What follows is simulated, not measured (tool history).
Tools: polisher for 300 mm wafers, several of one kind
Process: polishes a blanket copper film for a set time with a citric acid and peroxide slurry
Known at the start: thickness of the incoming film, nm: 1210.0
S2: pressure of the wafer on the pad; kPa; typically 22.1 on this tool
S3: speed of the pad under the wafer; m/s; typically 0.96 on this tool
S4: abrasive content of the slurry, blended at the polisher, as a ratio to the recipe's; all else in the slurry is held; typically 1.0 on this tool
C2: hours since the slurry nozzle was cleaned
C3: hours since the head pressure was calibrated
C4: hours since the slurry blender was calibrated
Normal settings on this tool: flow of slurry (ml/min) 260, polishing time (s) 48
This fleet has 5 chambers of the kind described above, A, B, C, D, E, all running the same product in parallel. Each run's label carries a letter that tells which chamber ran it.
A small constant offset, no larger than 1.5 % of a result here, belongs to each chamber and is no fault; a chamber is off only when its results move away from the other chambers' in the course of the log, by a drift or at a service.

{"hour": 2.4, "done": "chamber E: worn pad replaced by a new one"}
{"run": "1D", "hour": 9.3, "flow of slurry (ml/min)": 260, "S2": 22.1, "S3": 0.96, "S4": 1.0, "polishing time (s)": 48, "wafers polished on this pad": 633, "C2": 95.3, "C3": 444.2, "C4": 307.6, "film removed (angstrom)": 879.69}
{"hour": 14.4, "done": "chamber B: slurry blender recalibrated"}
{"run": "2E", "hour": 19.5, "flow of slurry (ml/min)": 260, "S2": 22.1, "S3": 0.96, "S4": 1.0, "polishing time (s)": 48, "wafers polished on this pad": 182, "C2": 333.8, "C3": 667.1, "C4": 122.1, "film removed (angstrom)": 888.01}
{"hour": 22.1, "done": "chamber B: worn pad replaced by a new one"}
{"run": "3B", "hour": 31.2, "flow of slurry (ml/min)": 260, "S2": 22.1, "S3": 0.96, "S4": 1.0, "polishing time (s)": 48, "wafers polished on this pad": 97, "C2": 211.8, "C3": 155.3, "C4": 16.9, "film removed (angstrom)": 892.51}
{"run": "4C", "hour": 38.4, "flow of slurry (ml/min)": 260, "S2": 22.1, "S3": 0.96, "S4": 1.0, "polishing time (s)": 48, "wafers polished on this pad": 879, "C2": 382.7, "C3": 61.1, "C4": 310.0, "film removed (angstrom)": 881.5}
{"run": "5A", "hour": 51.3, "flow of slurry (ml/min)": 260, "S2": 22.1, "S3": 0.96, "S4": 1.0, "polishing time (s)": 48, "wafers polished on this pad": 647, "C2": 868.4, "C3": 1054.5, "C4": 252.3, "film removed (angstrom)": 897.23}
{"hour": 54.6, "done": "chamber E: slurry blender recalibrated"}
{"hour": 56.5, "done": "chamber A: worn pad replaced by a new one"}
{"hour": 57.8, "done": "chamber D: worn pad replaced by a new one"}
{"run": "6B", "hour": 58.3, "flow of slurry (ml/min)": 260, "S2": 22.1, "S3": 0.96, "S4": 1.0, "polishing time (s)": 48, "wafers polished on this pad": 385, "C2": 238.9, "C3": 182.4, "C4": 44.0, "film removed (angstrom)": 897.52}
{"hour": 64.8, "done": "chamber C: worn pad replaced by a new one"}
{"run": "7A", "hour": 68.3, "flow of slurry (ml/min)": 260, "S2": 22.1, "S3": 0.96, "S4": 1.0, "polishing time (s)": 48, "wafers polished on this pad": 126, "C2": 885.4, "C3": 1071.5, "C4": 269.3, "film removed (angstrom)": 882.2}
{"hour": 73.3, "done": "chamber D: slurry blender recalibrated"}
{"hour": 75.9, "done": "chamber E: worn pad replaced by a new one"}
{"run": "8D", "hour": 77.3, "flow of slurry (ml/min)": 260, "S2": 22.1, "S3": 0.96, "S4": 1.0, "polishing time (s)": 48, "wafers polished on this pad": 207, "C2": 163.3, "C3": 512.2, "C4": 4.0, "film removed (angstrom)": 885.13}
{"run": "9C", "hour": 90.1, "flow of slurry (ml/min)": 260, "S2": 22.1, "S3": 0.96, "S4": 1.0, "polishing time (s)": 48, "wafers polished on this pad": 268, "C2": 434.4, "C3": 112.8, "C4": 361.7, "film removed (angstrom)": 912.03}
{"hour": 90.9, "done": "chamber B: worn pad replaced by a new one"}
{"hour": 94.7, "done": "chamber A: slurry nozzle cleaned"}
{"run": "10E", "hour": 101.6, "flow of slurry (ml/min)": 260, "S2": 22.1, "S3": 0.96, "S4": 1.0, "polishing time (s)": 48, "wafers polished on this pad": 273, "C2": 415.9, "C3": 749.2, "C4": 47.1, "film removed (angstrom)": 912.91}
{"run": "11C", "hour": 113.8, "flow of slurry (ml/min)": 260, "S2": 22.1, "S3": 0.96, "S4": 1.0, "polishing time (s)": 48, "wafers polished on this pad": 520, "C2": 458.1, "C3": 136.5, "C4": 385.4, "film removed (angstrom)": 886.98}
{"hour": 117.5, "done": "chamber A: worn pad replaced by a new one"}
{"run": "12B", "hour": 119.6, "flow of slurry (ml/min)": 260, "S2": 22.1, "S3": 0.96, "S4": 1.0, "polishing time (s)": 48, "wafers polished on this pad": 304, "C2": 300.2, "C3": 243.7, "C4": 105.3, "film removed (angstrom)": 908.39}
{"run": "13D", "hour": 129.7, "flow of slurry (ml/min)": 260, "S2": 22.1, "S3": 0.96, "S4": 1.0, "polishing time (s)": 48, "wafers polished on this pad": 763, "C2": 215.7, "C3": 564.6, "C4": 56.4, "film removed (angstrom)": 886.69}
{"run": "14E", "hour": 140.5, "flow of slurry (ml/min)": 260, "S2": 22.1, "S3": 0.96, "S4": 1.0, "polishing time (s)": 57, "wafers polished on this pad": 686, "C2": 454.8, "C3": 788.1, "C4": 86.0, "film removed (angstrom)": 1060.3}
{"hour": 142.4, "done": "chamber B: slurry blender recalibrated"}
{"hour": 147.4, "done": "chamber E: worn pad replaced by a new one"}
{"hour": 148.8, "done": "chamber A: slurry blender recalibrated"}
{"run": "15A", "hour": 153.1, "flow of slurry (ml/min)": 260, "S2": 22.1, "S3": 0.96, "S4": 1.0, "polishing time (s)": 57, "wafers polished on this pad": 378, "C2": 58.5, "C3": 1156.3, "C4": 4.3, "film removed (angstrom)": 1079.8}
{"hour": 161.4, "done": "chamber C: slurry blender recalibrated"}
{"run": "16B", "hour": 165.7, "flow of slurry (ml/min)": 260, "S2": 22.1, "S3": 0.96, "S4": 1.0, "polishing time (s)": 57, "wafers polished on this pad": 794, "C2": 346.3, "C3": 289.8, "C4": 23.4, "film removed (angstrom)": 1057.9}
{"hour": 166.0, "done": "chamber D: worn pad replaced by a new one"}
{"hour": 176.1, "done": "chamber B: worn pad replaced by a new one"}
{"run": "17E", "hour": 176.3, "flow of slurry (ml/min)": 260, "S2": 22.1, "S3": 0.96, "S4": 1.0, "polishing time (s)": 57, "wafers polished on this pad": 307, "C2": 490.6, "C3": 823.9, "C4": 121.8, "film removed (angstrom)": 1060.4}
{"run": "18C", "hour": 184.0, "flow of slurry (ml/min)": 260, "S2": 22.1, "S3": 0.96, "S4": 1.0, "polishing time (s)": 57, "wafers polished on this pad": 1265, "C2": 528.3, "C3": 206.7, "C4": 22.7, "film removed (angstrom)": 1079.3}
{"hour": 188.4, "done": "chamber A: worn pad replaced by a new one"}
{"run": "19D", "hour": 193.1, "flow of slurry (ml/min)": 260, "S2": 22.1, "S3": 0.96, "S4": 1.0, "polishing time (s)": 48, "wafers polished on this pad": 288, "C2": 279.1, "C3": 628.0, "C4": 119.8, "film removed (angstrom)": 878.25}
{"hour": 198.7, "done": "chamber C: worn pad replaced by a new one"}
{"run": "20A", "hour": 200.6, "flow of slurry (ml/min)": 260, "S2": 22.1, "S3": 0.96, "S4": 1.0, "polishing time (s)": 48, "wafers polished on this pad": 129, "C2": 106.0, "C3": 1203.8, "C4": 51.8, "film removed (angstrom)": 897.67}
{"hour": 203.5, "done": "chamber E: slurry blender recalibrated"}
{"run": "21E", "hour": 206.4, "flow of slurry (ml/min)": 260, "S2": 22.1, "S3": 0.96, "S4": 1.0, "polishing time (s)": 48, "wafers polished on this pad": 627, "C2": 520.7, "C3": 854.0, "C4": 2.9, "film removed (angstrom)": 893.63}
{"hour": 215.5, "done": "chamber E: worn pad replaced by a new one"}
{"run": "22C", "hour": 217.4, "flow of slurry (ml/min)": 260, "S2": 22.1, "S3": 0.96, "S4": 1.0, "polishing time (s)": 48, "wafers polished on this pad": 199, "C2": 561.7, "C3": 240.1, "C4": 56.1, "film removed (angstrom)": 888.07}
{"hour": 229.1, "done": "chamber B: slurry nozzle cleaned"}
{"run": "23B", "hour": 230.0, "flow of slurry (ml/min)": 260, "S2": 22.1, "S3": 0.96, "S4": 1.0, "polishing time (s)": 48, "wafers polished on this pad": 572, "C2": 0.9, "C3": 354.1, "C4": 87.7, "film removed (angstrom)": 888.34}
{"run": "24D", "hour": 236.8, "flow of slurry (ml/min)": 260, "S2": 22.1, "S3": 0.96, "S4": 1.0, "polishing time (s)": 48, "wafers polished on this pad": 752, "C2": 322.8, "C3": 671.7, "C4": 163.5, "film removed (angstrom)": 885.8}
{"run": "25A", "hour": 242.8, "flow of slurry (ml/min)": 260, "S2": 22.1, "S3": 0.96, "S4": 1.1, "polishing time (s)": 48, "wafers polished on this pad": 577, "C2": 148.2, "C3": 1246.0, "C4": 94.0, "film removed (angstrom)": 921.67}
{"run": "26A", "hour": 249.1, "flow of slurry (ml/min)": 260, "S2": 22.1, "S3": 0.96, "S4": 1.1, "polishing time (s)": 48, "wafers polished on this pad": 644, "C2": 154.5, "C3": 1252.3, "C4": 100.3, "film removed (angstrom)": 913.52}
{"hour": 252.2, "done": "chamber D: worn pad replaced by a new one"}
{"hour": 257.6, "done": "chamber B: worn pad replaced by a new one"}
{"run": "27B", "hour": 260.4, "flow of slurry (ml/min)": 260, "S2": 22.1, "S3": 0.96, "S4": 1.1, "polishing time (s)": 48, "wafers polished on this pad": 29, "C2": 31.3, "C3": 384.5, "C4": 118.1, "film removed (angstrom)": 918.14}
{"hour": 262.2, "done": "chamber A: worn pad replaced by a new one"}
{"hour": 263.2, "done": "chamber B: slurry blender recalibrated"}
{"run": "28D", "hour": 270.2, "flow of slurry (ml/min)": 260, "S2": 22.1, "S3": 0.96, "S4": 1.1, "polishing time (s)": 48, "wafers polished on this pad": 192, "C2": 356.2, "C3": 705.1, "C4": 196.9, "film removed (angstrom)": 893.95}
{"run": "29E", "hour": 281.7, "flow of slurry (ml/min)": 260, "S2": 22.1, "S3": 0.96, "S4": 1.1, "polishing time (s)": 48, "wafers polished on this pad": 703, "C2": 596.0, "C3": 929.3, "C4": 78.2, "film removed (angstrom)": 921.88}
{"run": "30C", "hour": 290.9, "flow of slurry (ml/min)": 260, "S2": 22.1, "S3": 0.96, "S4": 1.0, "polishing time (s)": 48, "wafers polished on this pad": 979, "C2": 635.2, "C3": 313.6, "C4": 129.6, "film removed (angstrom)": 870.66}
{"hour": 295.1, "done": "chamber E: worn pad replaced by a new one"}
{"run": "31A", "hour": 301.3, "flow of slurry (ml/min)": 260, "S2": 22.1, "S3": 0.96, "S4": 1.0, "polishing time (s)": 48, "wafers polished on this pad": 415, "C2": 206.7, "C3": 1304.5, "C4": 152.5, "film removed (angstrom)": 889.44}
{"hour": 311.8, "done": "chamber C: worn pad replaced by a new one"}
{"run": "32B", "hour": 312.8, "flow of slurry (ml/min)": 260, "S2": 22.1, "S3": 0.96, "S4": 1.0, "polishing time (s)": 48, "wafers polished on this pad": 586, "C2": 83.7, "C3": 436.9, "C4": 49.6, "film removed (angstrom)": 906.18}
{"run": "33C", "hour": 322.1, "flow of slurry (ml/min)": 260, "S2": 22.1, "S3": 0.96, "S4": 1.0, "polishing time (s)": 48, "wafers polished on this pad": 109, "C2": 666.4, "C3": 344.8, "C4": 160.8, "film removed (angstrom)": 882.51}
{"run": "34E", "hour": 331.0, "flow of slurry (ml/min)": 260, "S2": 22.1, "S3": 0.96, "S4": 1.0, "polishing time (s)": 48, "wafers polished on this pad": 381, "C2": 645.3, "C3": 978.6, "C4": 127.5, "film removed (angstrom)": 894.28}
{"run": "35D", "hour": 337.2, "flow of slurry (ml/min)": 260, "S2": 22.1, "S3": 0.96, "S4": 1.0, "polishing time (s)": 48, "wafers polished on this pad": 903, "C2": 423.2, "C3": 772.1, "C4": 263.9, "film removed (angstrom)": 870.82}
{"hour": 339.3, "done": "chamber E: slurry blender recalibrated"}
{"hour": 340.7, "done": "chamber E: slurry nozzle cleaned"}
{"run": "36C", "hour": 343.4, "flow of slurry (ml/min)": 260, "S2": 22.1, "S3": 0.96, "S4": 1.0, "polishing time (s)": 48, "wafers polished on this pad": 335, "C2": 687.7, "C3": 366.1, "C4": 182.1, "film removed (angstrom)": 909.86}
{"run": "37E", "hour": 351.1, "flow of slurry (ml/min)": 260, "S2": 22.1, "S3": 0.96, "S4": 1.0, "polishing time (s)": 48, "wafers polished on this pad": 595, "C2": 10.4, "C3": 998.7, "C4": 11.8, "film removed (angstrom)": 907.98}

What goes on in this fleet: one chamber off, a drifting gauge, or nothing beyond the chambers' own small offsets? Name the chamber and the cause, if any.

No chamber stands off beyond its own small offset, and the gauge holds steady.
